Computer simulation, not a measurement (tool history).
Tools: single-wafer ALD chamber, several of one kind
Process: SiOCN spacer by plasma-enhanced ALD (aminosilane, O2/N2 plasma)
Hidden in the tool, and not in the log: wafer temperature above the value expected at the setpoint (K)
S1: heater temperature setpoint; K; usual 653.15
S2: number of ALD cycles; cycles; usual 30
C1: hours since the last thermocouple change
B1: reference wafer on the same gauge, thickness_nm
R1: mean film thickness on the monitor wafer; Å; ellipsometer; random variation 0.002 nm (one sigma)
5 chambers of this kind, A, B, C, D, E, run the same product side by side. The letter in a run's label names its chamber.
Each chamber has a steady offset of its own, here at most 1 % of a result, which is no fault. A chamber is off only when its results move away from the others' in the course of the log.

{"run": "1A", "hour": 3.5, "S1": 653.15, "S2": 30, "C1": 1543.8, "B1": 1.5298, "R1": 18.253}
{"run": "2B", "hour": 6.3, "S1": 653.15, "S2": 30, "C1": 191.4, "B1": 1.5296, "R1": 18.242}
{"run": "3E", "hour": 10.7, "S1": 653.15, "S2": 30, "C1": 1814.6, "B1": 1.5289, "R1": 17.957}
{"run": "4C", "hour": 13.7, "S1": 653.15, "S2": 30, "C1": 2336.0, "B1": 1.5296, "R1": 17.977}
{"run": "5D", "hour": 18.4, "S1": 653.15, "S2": 30, "C1": 949.3, "B1": 1.5293, "R1": 18.028}
{"run": "6B", "hour": 22.0, "S1": 653.15, "S2": 30, "C1": 207.1, "B1": 1.5288, "R1": 18.184}
{"run": "7E", "hour": 26.0, "S1": 653.15, "S2": 30, "C1": 1829.9, "B1": 1.5287, "R1": 17.938}
{"run": "8C", "hour": 30.2, "S1": 667.15, "S2": 30, "C1": 2352.5, "B1": 1.5285, "R1": 17.935}
{"run": "9D", "hour": 34.8, "S1": 667.15, "S2": 30, "C1": 965.7, "B1": 1.5283, "R1": 18.023}
{"run": "10A", "hour": 39.7, "S1": 667.15, "S2": 30, "C1": 1580.0, "B1": 1.5282, "R1": 18.236}
{"run": "11C", "hour": 42.3, "S1": 667.15, "S2": 30, "C1": 2364.6, "B1": 1.528, "R1": 17.962}
{"run": "12D", "hour": 45.1, "S1": 667.15, "S2": 30, "C1": 976.0, "B1": 1.5276, "R1": 18.023}
{"run": "13E", "hour": 47.6, "S1": 653.15, "S2": 30, "C1": 1851.5, "B1": 1.5279, "R1": 17.915}
{"run": "14A", "hour": 52.4, "S1": 653.15, "S2": 30, "C1": 1592.7, "B1": 1.5271, "R1": 18.227}
{"run": "15B", "hour": 55.5, "S1": 653.15, "S2": 30, "C1": 240.6, "B1": 1.5275, "R1": 18.18}
{"run": "16E", "hour": 59.2, "S1": 653.15, "S2": 30, "C1": 1863.1, "B1": 1.5269, "R1": 17.927}
{"hour": 62.7, "done": "chamber C: thermocouple changed; heater temperature recalibrated"}
{"run": "17C", "hour": 64.3, "S1": 653.15, "S2": 27, "C1": 1.6, "B1": 1.5271, "R1": 16.18}
{"run": "18D", "hour": 68.1, "S1": 653.15, "S2": 27, "C1": 999.0, "B1": 1.5268, "R1": 16.19}
{"run": "19A", "hour": 71.5, "S1": 653.15, "S2": 27, "C1": 1611.8, "B1": 1.5265, "R1": 16.416}
{"run": "20B", "hour": 73.9, "S1": 653.15, "S2": 27, "C1": 259.0, "B1": 1.5265, "R1": 16.389}
{"run": "21D", "hour": 77.0, "S1": 653.15, "S2": 27, "C1": 1007.9, "B1": 1.5261, "R1": 16.163}
{"run": "22A", "hour": 81.4, "S1": 653.15, "S2": 30, "C1": 1621.7, "B1": 1.5264, "R1": 18.224}
{"run": "23E", "hour": 85.3, "S1": 640.15, "S2": 25, "C1": 1889.2, "B1": 1.5259, "R1": 14.906}
{"run": "24B", "hour": 89.5, "S1": 640.15, "S2": 25, "C1": 274.6, "B1": 1.5258, "R1": 15.132}
{"run": "25C", "hour": 93.8, "S1": 640.15, "S2": 25, "C1": 31.1, "B1": 1.5254, "R1": 14.952}
{"run": "26B", "hour": 98.4, "S1": 640.15, "S2": 25, "C1": 283.5, "B1": 1.5249, "R1": 15.173}
{"run": "27D", "hour": 102.7, "S1": 640.15, "S2": 25, "C1": 1033.6, "B1": 1.5251, "R1": 14.979}
{"run": "28E", "hour": 105.7, "S1": 653.15, "S2": 26, "C1": 1909.6, "B1": 1.525, "R1": 15.499}
{"run": "29C", "hour": 108.3, "S1": 653.15, "S2": 26, "C1": 45.6, "B1": 1.5251, "R1": 15.525}
{"run": "30A", "hour": 112.7, "S1": 653.15, "S2": 26, "C1": 1653.0, "B1": 1.5251, "R1": 15.77}
{"run": "31A", "hour": 116.9, "S1": 653.15, "S2": 26, "C1": 1657.2, "B1": 1.5249, "R1": 15.778}
{"run": "32D", "hour": 121.6, "S1": 653.15, "S2": 26, "C1": 1052.5, "B1": 1.5242, "R1": 15.569}
{"run": "33E", "hour": 125.6, "S1": 643.15, "S2": 32, "C1": 1929.5, "B1": 1.524, "R1": 19.065}
{"run": "34C", "hour": 129.6, "S1": 643.15, "S2": 32, "C1": 66.9, "B1": 1.5237, "R1": 19.087}
{"run": "35B", "hour": 133.8, "S1": 643.15, "S2": 32, "C1": 318.9, "B1": 1.5236, "R1": 19.392}
{"run": "36D", "hour": 137.5, "S1": 643.15, "S2": 32, "C1": 1068.4, "B1": 1.5235, "R1": 19.149}
{"run": "37A", "hour": 142.4, "S1": 643.15, "S2": 32, "C1": 1682.7, "B1": 1.5236, "R1": 19.373}

All 5 chambers run these settings next. Forecast each chamber's results:
{"run": "38A", "hour": 146.4, "S1": 653.15, "S2": 30, "R1": "?"}
{"run": "38B", "hour": 146.4, "S1": 653.15, "S2": 30, "R1": "?"}
{"run": "38C", "hour": 146.4, "S1": 653.15, "S2": 30, "R1": "?"}
{"run": "38D", "hour": 146.4, "S1": 653.15, "S2": 30, "R1": "?"}
{"run": "38E", "hour": 146.4, "S1": 653.15, "S2": 30, "R1": "?"}

run=38A R1=18.210
run=38B R1=18.160
run=38C R1=17.926
run=38D R1=17.967
run=38E R1=17.856
